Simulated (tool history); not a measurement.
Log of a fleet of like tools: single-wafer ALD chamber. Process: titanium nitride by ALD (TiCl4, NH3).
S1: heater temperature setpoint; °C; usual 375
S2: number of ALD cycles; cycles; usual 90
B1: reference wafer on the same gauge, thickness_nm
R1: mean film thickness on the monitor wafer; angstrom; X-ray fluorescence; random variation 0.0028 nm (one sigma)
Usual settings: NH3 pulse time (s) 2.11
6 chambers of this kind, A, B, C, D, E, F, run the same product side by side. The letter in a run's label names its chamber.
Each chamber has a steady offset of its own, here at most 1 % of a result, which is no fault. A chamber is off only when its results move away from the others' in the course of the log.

{"run": "1A", "hour": 9.9, "S1": 375, "S2": 90, "NH3 pulse time (s)": 2.11, "B1": 2.22, "R1": 19.442}
{"run": "2E", "hour": 19.1, "S1": 375, "S2": 90, "NH3 pulse time (s)": 2.11, "B1": 2.2201, "R1": 19.567}
{"hour": 19.6, "done": "chamber E: thermocouple changed; heater temperature recalibrated"}
{"run": "3D", "hour": 29.8, "S1": 375, "S2": 90, "NH3 pulse time (s)": 2.11, "B1": 2.2206, "R1": 19.486}
{"run": "4C", "hour": 42.0, "S1": 375, "S2": 90, "NH3 pulse time (s)": 2.11, "B1": 2.2209, "R1": 19.374}
{"run": "5B", "hour": 55.1, "S1": 380, "S2": 99, "NH3 pulse time (s)": 2.11, "B1": 2.2216, "R1": 21.5}
{"run": "6F", "hour": 66.9, "S1": 380, "S2": 99, "NH3 pulse time (s)": 2.11, "B1": 2.2222, "R1": 21.363}
{"run": "7E", "hour": 77.0, "S1": 380, "S2": 99, "NH3 pulse time (s)": 2.11, "B1": 2.2227, "R1": 21.637}
{"run": "8F", "hour": 92.3, "S1": 380, "S2": 99, "NH3 pulse time (s)": 2.11, "B1": 2.2228, "R1": 21.318}
{"run": "9A", "hour": 102.4, "S1": 380, "S2": 99, "NH3 pulse time (s)": 2.11, "B1": 2.2229, "R1": 21.536}
{"run": "10B", "hour": 113.4, "S1": 380, "S2": 99, "NH3 pulse time (s)": 2.11, "B1": 2.2228, "R1": 21.525}
{"run": "11D", "hour": 127.7, "S1": 382, "S2": 104, "NH3 pulse time (s)": 2.11, "B1": 2.2236, "R1": 22.668}
{"run": "12C", "hour": 135.4, "S1": 382, "S2": 104, "NH3 pulse time (s)": 2.11, "B1": 2.2231, "R1": 22.525}
{"hour": 150.0, "done": "chamber A: thermocouple changed; heater temperature recalibrated"}
{"run": "13C", "hour": 151.1, "S1": 382, "S2": 104, "NH3 pulse time (s)": 2.11, "B1": 2.224, "R1": 22.582}
{"run": "14E", "hour": 158.5, "S1": 382, "S2": 104, "NH3 pulse time (s)": 2.11, "B1": 2.224, "R1": 22.805}
{"run": "15D", "hour": 172.2, "S1": 382, "S2": 104, "NH3 pulse time (s)": 2.11, "B1": 2.2247, "R1": 22.625}
{"run": "16F", "hour": 187.5, "S1": 382, "S2": 104, "NH3 pulse time (s)": 2.11, "B1": 2.2257, "R1": 22.497}
{"run": "17B", "hour": 197.8, "S1": 389, "S2": 75, "NH3 pulse time (s)": 2.11, "B1": 2.2248, "R1": 16.421}
{"run": "18A", "hour": 211.1, "S1": 389, "S2": 75, "NH3 pulse time (s)": 2.11, "B1": 2.2266, "R1": 16.45}
{"run": "19C", "hour": 220.7, "S1": 389, "S2": 75, "NH3 pulse time (s)": 2.11, "B1": 2.2261, "R1": 16.429}
{"run": "20D", "hour": 232.8, "S1": 389, "S2": 75, "NH3 pulse time (s)": 2.11, "B1": 2.2272, "R1": 16.473}
{"run": "21B", "hour": 247.2, "S1": 389, "S2": 75, "NH3 pulse time (s)": 2.11, "B1": 2.2263, "R1": 16.435}
{"run": "22F", "hour": 259.7, "S1": 389, "S2": 75, "NH3 pulse time (s)": 2.11, "B1": 2.2278, "R1": 16.368}
{"run": "23E", "hour": 268.5, "S1": 375, "S2": 90, "NH3 pulse time (s)": 2.11, "B1": 2.2277, "R1": 19.637}
{"run": "24A", "hour": 277.0, "S1": 367, "S2": 90, "NH3 pulse time (s)": 2.47, "B1": 2.2275, "R1": 19.511}
{"run": "25B", "hour": 287.0, "S1": 367, "S2": 90, "NH3 pulse time (s)": 2.47, "B1": 2.2281, "R1": 19.401}
{"run": "26D", "hour": 294.4, "S1": 367, "S2": 90, "NH3 pulse time (s)": 2.47, "B1": 2.228, "R1": 19.406}
{"run": "27E", "hour": 301.3, "S1": 367, "S2": 90, "NH3 pulse time (s)": 2.47, "B1": 2.2275, "R1": 19.641}
{"run": "28C", "hour": 315.4, "S1": 367, "S2": 90, "NH3 pulse time (s)": 2.47, "B1": 2.228, "R1": 19.38}
{"run": "29F", "hour": 326.3, "S1": 367, "S2": 90, "NH3 pulse time (s)": 2.47, "B1": 2.229, "R1": 19.343}
{"run": "30A", "hour": 341.8, "S1": 375, "S2": 90, "NH3 pulse time (s)": 2.11, "B1": 2.2287, "R1": 19.559}
{"run": "31D", "hour": 355.0, "S1": 375, "S2": 73, "NH3 pulse time (s)": 2.45, "B1": 2.2294, "R1": 15.983}
{"run": "32E", "hour": 369.3, "S1": 375, "S2": 73, "NH3 pulse time (s)": 2.45, "B1": 2.2294, "R1": 16.073}
{"run": "33A", "hour": 383.0, "S1": 375, "S2": 73, "NH3 pulse time (s)": 2.45, "B1": 2.2308, "R1": 15.992}
{"run": "34C", "hour": 390.9, "S1": 375, "S2": 73, "NH3 pulse time (s)": 2.45, "B1": 2.2302, "R1": 15.923}
{"run": "35B", "hour": 399.7, "S1": 375, "S2": 73, "NH3 pulse time (s)": 2.45, "B1": 2.2307, "R1": 15.949}
{"run": "36F", "hour": 413.6, "S1": 375, "S2": 73, "NH3 pulse time (s)": 2.45, "B1": 2.2318, "R1": 15.888}
{"run": "37D", "hour": 429.4, "S1": 375, "S2": 90, "NH3 pulse time (s)": 2.11, "B1": 2.2319, "R1": 19.589}
{"run": "38A", "hour": 436.8, "S1": 375, "S2": 90, "NH3 pulse time (s)": 2.11, "B1": 2.2317, "R1": 19.605}
{"run": "39C", "hour": 447.4, "S1": 375, "S2": 84, "NH3 pulse time (s)": 2.11, "B1": 2.233, "R1": 18.191}
{"run": "40B", "hour": 463.0, "S1": 375, "S2": 84, "NH3 pulse time (s)": 2.11, "B1": 2.2328, "R1": 18.227}

What goes on in this fleet: one chamber off, a drifting gauge, or nothing beyond the chambers' own small offsets? Name the chamber and the cause, if any.

The gauge drifts, so all chambers seem to drift together. No chamber is off.
Cause: gauge reads high (%) = 0.592.

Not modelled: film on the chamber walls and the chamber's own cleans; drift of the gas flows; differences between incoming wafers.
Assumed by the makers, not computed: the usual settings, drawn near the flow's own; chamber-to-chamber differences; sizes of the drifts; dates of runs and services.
